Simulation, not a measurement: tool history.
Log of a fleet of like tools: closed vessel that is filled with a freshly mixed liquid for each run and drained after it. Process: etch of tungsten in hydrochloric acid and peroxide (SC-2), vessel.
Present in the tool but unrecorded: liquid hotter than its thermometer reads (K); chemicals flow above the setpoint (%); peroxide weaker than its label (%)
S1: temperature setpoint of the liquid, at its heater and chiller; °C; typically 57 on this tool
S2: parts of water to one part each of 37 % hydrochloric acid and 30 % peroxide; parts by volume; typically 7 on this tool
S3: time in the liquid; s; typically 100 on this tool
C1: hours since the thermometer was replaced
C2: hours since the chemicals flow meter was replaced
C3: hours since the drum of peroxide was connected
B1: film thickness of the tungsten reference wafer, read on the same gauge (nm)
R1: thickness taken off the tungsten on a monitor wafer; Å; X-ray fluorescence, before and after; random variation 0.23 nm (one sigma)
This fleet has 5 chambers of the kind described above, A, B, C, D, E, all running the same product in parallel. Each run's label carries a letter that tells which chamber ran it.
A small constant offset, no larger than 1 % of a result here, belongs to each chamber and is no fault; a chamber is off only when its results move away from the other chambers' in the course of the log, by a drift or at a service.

run,hour,S1,S2,S3,C1,C2,C3,B1,R1
1D,12.9,57,7,100,1649.9,124,131.4,60.032,422.59
2B,26.4,57,7,100,159.2,1151.5,142.8,59.999,427.41
3E,35,57,7,100,591.4,818.9,295.4,60.027,420.94
4C,43.7,57,7,100,2180.9,681.5,341.1,59.985,420.67
5A,57.6,57,7,100,1857.8,498.9,651.1,60.033,423.04
6A,68.8,57,7,100,1869,510.1,662.3,59.994,426.23
7C,76.2,57,5,140,2213.4,714,373.6,59.986,771.45
8E,84.9,57,5,140,641.3,868.8,345.3,59.995,754.72
9D,98.8,57,5,140,1735.8,209.9,217.3,60.008,764
# hour 106.7: chamber E: thermometer replaced
10B,108.6,57,5,140,241.4,1233.7,225,59.962,757.94
# hour 109.1: chamber E: new drum of peroxide connected
11A,120.9,57,5,140,1921.1,562.2,714.4,59.996,761.96
12C,131,57,7,100,2268.2,768.8,428.4,59.993,425.07
13D,142.4,57,7,100,1779.4,253.5,260.9,59.986,425.33
14E,149.5,57,7,100,42.8,933.4,40.5,60.003,425.7
15B,161.6,57,7,100,294.4,1286.7,278,59.987,424.2
16A,170.7,57,7,100,1970.9,612,764.2,60.019,426.76
17E,181,57,7,100,74.3,964.9,72,59.987,418.99
18C,190.9,62,10,100,2328.1,828.7,488.3,59.997,433.29
19D,199,62,10,100,1836,310.1,317.5,59.968,434.68
20B,209,62,10,100,341.8,1334.1,325.4,59.99,433.95
21B,217.4,62,10,100,350.2,1342.5,333.8,59.992,440.95
# hour 218.8: chamber A: chemicals flow meter replaced
22C,225.3,62,10,100,2362.5,863.1,522.7,59.987,437.08
23E,236.5,57,7,100,129.8,1020.4,127.5,60.04,419.49
24A,246.8,57,7,100,2047,28.1,840.3,59.991,422.41
# hour 251.4: chamber A: new drum of peroxide connected
25D,256.4,57,8.5,100,1893.4,367.5,374.9,59.982,362.26
26E,266.7,57,8.5,100,160,1050.6,157.7,60.004,364.67
27B,274.6,57,8.5,100,407.4,1399.7,391,60.014,367.6
28A,289,57,8.5,100,2089.2,70.3,37.6,60.034,362
29C,300.7,57,8.5,100,2437.9,938.5,598.1,59.989,361.84
30D,308.7,57,7,100,1945.7,419.8,427.2,59.976,423.36
31D,320.6,51,7,100,1957.6,431.7,439.1,60.017,285.16
32E,333.6,51,7,100,226.9,1117.5,224.6,59.983,283.23
# hour 342.1: chamber C: new drum of peroxide connected
33C,345.3,51,7,100,2482.5,983.1,3.3,59.988,288.7
34B,359.1,51,7,100,491.9,1484.2,475.5,60.01,289.74
35A,369.4,51,7,100,2169.6,150.7,118,60.015,286.89
36D,380.2,57,7,100,2017.2,491.3,498.7,60.015,417.94
37E,391.7,57,7,100,285,1175.6,282.7,60.046,427.13
38B,403.4,57,7,100,536.2,1528.5,519.8,59.991,426.63

Is one chamber off against the others, does the gauge drift, or is nothing wrong? If a chamber is off, say which, and what the likeliest cause is.

No chamber is off and the gauge is stable; the differences are just each chamber's small, constant offset.
